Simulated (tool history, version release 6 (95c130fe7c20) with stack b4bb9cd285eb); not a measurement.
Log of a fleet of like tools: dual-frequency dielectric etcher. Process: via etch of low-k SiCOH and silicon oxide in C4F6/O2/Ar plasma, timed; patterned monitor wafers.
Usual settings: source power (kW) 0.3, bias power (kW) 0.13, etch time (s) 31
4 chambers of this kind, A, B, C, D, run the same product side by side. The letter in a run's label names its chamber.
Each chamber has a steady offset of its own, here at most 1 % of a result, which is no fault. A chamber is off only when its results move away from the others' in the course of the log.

run   hour  source power (kW)  bias power (kW)  etch time (s)  hours since the last wet clean  hours since the last source power generator calibration  hours since the last bias power generator calibration  read-back reference wafer on the same gauge, depth_nm  mean etch depth across the wafer (angstrom)
 1C      4                0.3             0.13             31                           177.2                                                    742.7                                                  836.4                                                 64.996                                       591.13
 2D    6.5                0.3             0.13             31                            81.7                                                   3653.5                                                  576.6                                                 64.995                                       594.98
 3A   10.8                0.3             0.13             31                           573.8                                                   1001.5                                                 1337.3                                                 64.992                                       593.64
 4B   14.7                0.3             0.13             31                           592.5                                                    286.2                                                  199.5                                                 64.956                                       596.85
 5D   18.7                0.3             0.13             31                            93.9                                                   3665.7                                                  588.8                                                 64.943                                       594.03
 6C     21                0.3             0.13             31                           194.2                                                    759.7                                                  853.4                                                 64.957                                       590.87
 7B   25.1                0.3             0.13             31                           602.9                                                    296.6                                                  209.9                                                  64.94                                       596.84
 8A   27.5                0.3             0.13             31                           590.5                                                   1018.2                                                   1354                                                 64.943                                       592.91
 9B   30.1                0.3             0.13             31                           607.9                                                    301.6                                                  214.9                                                 64.945                                       596.53
10A   33.1                0.3             0.13             31                           596.1                                                   1023.8                                                 1359.6                                                 64.923                                        592.6
11C   37.6                0.3             0.13             31                           210.8                                                    776.3                                                    870                                                 64.887                                       589.78
12D   42.6                0.3             0.13             31                           117.8                                                   3689.6                                                  612.7                                                 64.925                                       592.64
13B   46.4                0.3             0.13             31                           624.2                                                    317.9                                                  231.2                                                 64.924                                       595.31
14C   48.8                0.3             0.13             31                             222                                                    787.5                                                  881.2                                                 64.879                                       590.41
      50.6  -- chamber B: wet clean of the chamber
15A   53.2                0.3             0.13             31                           616.2                                                   1043.9                                                 1379.7                                                 64.868                                       593.39
      56.2  -- chamber A: wet clean of the chamber
16D   57.6                0.3             0.13             31                           132.8                                                   3704.6                                                  627.7                                                 64.888                                        592.8
17C   61.7                0.3             0.13             31                           234.9                                                    800.4                                                  894.1                                                 64.876                                        590.3
18D   65.4                0.3            0.102             31                           140.6                                                   3712.4                                                  635.5                                                 64.847                                       552.72
19A   70.3                0.3            0.102             31                            14.2                                                     1061                                                 1396.8                                                 64.859                                       553.33
20B   74.8                0.3            0.102             31                            24.2                                                    346.3                                                  259.6                                                 64.823                                        554.6
21D   77.2                0.3            0.102             31                           152.4                                                   3724.2                                                  647.3                                                 64.839                                       552.41
22C   81.7                0.3             0.13             31                           254.9                                                    820.4                                                  914.1                                                  64.82                                       590.77
23B   85.6                0.3             0.13             31                              35                                                    357.1                                                  270.4                                                 64.818                                       595.97
24A   90.6               0.36            0.151             31                            34.5                                                   1081.3                                                 1417.1                                                 64.824                                       663.73
25A   93.2               0.36            0.151             31                            37.1                                                   1083.9                                                 1419.7                                                 64.787                                       663.09
26D   97.6               0.36            0.151             31                           172.8                                                   3744.6                                                  667.7                                                 64.783                                       665.53
27C  102.6               0.36            0.151             31                           275.8                                                    841.3                                                    935                                                 64.787                                       663.44
28B    106                0.3             0.13             31                            55.4                                                    377.5                                                  290.8                                                 64.766                                       594.59
29C  108.4                0.3             0.13             31                           281.6                                                    847.1                                                  940.8                                                 64.751                                        589.8
30D  111.5                0.3             0.13             31                           186.7                                                   3758.5                                                  681.6                                                 64.753                                       591.17
31B  115.1                0.3             0.13             31                            64.5                                                    386.6                                                  299.9                                                 64.749                                       594.52
32A  117.9               0.37             0.13             31                            61.8                                                   1108.6                                                 1444.4                                                 64.742                                       642.28
33A  122.1               0.37             0.13             31                              66                                                   1112.8                                                 1448.6                                                  64.72                                       641.73
34C  124.8               0.37             0.13             31                             298                                                    863.5                                                  957.2                                                 64.737                                       639.14
35B  127.4               0.37             0.13             31                            76.8                                                    398.9                                                  312.2                                                  64.72                                       646.06

Is one chamber off against the others, does the gauge drift, or is nothing wrong? If a chamber is off, say which, and what the likeliest cause is.

The gauge drifts, so all chambers seem to drift together. No chamber is off.
Cause: gauge reads low (%) = 0.443.
